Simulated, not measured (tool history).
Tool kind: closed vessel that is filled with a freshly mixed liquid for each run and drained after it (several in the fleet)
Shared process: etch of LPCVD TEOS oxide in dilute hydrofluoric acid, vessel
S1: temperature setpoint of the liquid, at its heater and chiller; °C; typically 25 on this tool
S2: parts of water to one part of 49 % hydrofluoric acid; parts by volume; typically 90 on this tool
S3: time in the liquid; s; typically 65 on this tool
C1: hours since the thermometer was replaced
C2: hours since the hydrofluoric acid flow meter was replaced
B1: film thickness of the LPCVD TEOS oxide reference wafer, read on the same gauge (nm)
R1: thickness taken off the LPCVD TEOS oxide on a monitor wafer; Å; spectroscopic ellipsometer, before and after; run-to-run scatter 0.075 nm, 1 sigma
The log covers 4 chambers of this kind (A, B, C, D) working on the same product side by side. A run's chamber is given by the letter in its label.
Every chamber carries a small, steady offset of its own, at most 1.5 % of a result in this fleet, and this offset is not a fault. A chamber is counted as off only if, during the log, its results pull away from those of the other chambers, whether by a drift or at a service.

run,hour,S1,S2,S3,C1,C2,B1,R1
1D,4.7,25,90,65,700.6,255.5,50.012,130.52
2B,12,25,90,65,1705.6,1038.6,49.992,128.1
3C,17.3,25,90,65,660.4,465.3,49.986,127.77
4A,21.3,25,90,65,349.6,54.8,49.997,127.74
# hour 25.8: chamber D: thermometer replaced
5B,28.1,25,90,65,1721.7,1054.7,50.002,128.86
6D,35.5,25,90,65,9.8,286.3,50.017,128.79
7A,40.8,25,90,65,369.1,74.3,49.978,128.91
8C,48.2,25,90,65,691.3,496.2,49.995,128.54
9D,53.6,25,90,65,27.9,304.4,49.986,130.34
10A,59.2,25,90,65,387.5,92.7,49.973,130.37
11B,66.4,25,90,65,1760,1093,50,128.81
12C,74.7,25,90,65,717.8,522.7,49.99,128.23
13D,80.6,25,90,65,54.9,331.4,50.003,129.21
14C,86.5,25,90,65,729.6,534.5,49.992,126.88
15B,90.4,25,90,65,1784,1117,49.976,129.65
16A,98.1,25,90,65,426.4,131.6,50.026,133.09
17B,104.9,25,90,65,1798.5,1131.5,49.991,129.13
18A,109.7,25,130,100,438,143.2,49.99,136.06
# hour 113.8: chamber B: hydrofluoric acid flow meter replaced
19D,114,25,130,100,88.3,364.8,49.995,130.17
20C,118,25,130,100,761.1,566,50.006,129.86
21B,121.7,25,130,100,1815.3,7.9,50.026,129.91
22C,125.9,25,90,65,769,573.9,49.992,127.63
23A,133,25,90,65,461.3,166.5,49.987,134.94
24D,141,25,90,65,115.3,391.8,50.004,128.65

All chambers now run identical settings, listed one chamber a line with results as question marks. What results will each chamber show?
25A,147.1,25,75,65,,,,?
25B,147.1,25,75,65,,,,?
25C,147.1,25,75,65,,,,?
25D,147.1,25,75,65,,,,?

run,R1
25A,165.61
25B,158.1
25C,156.61
25D,159.29
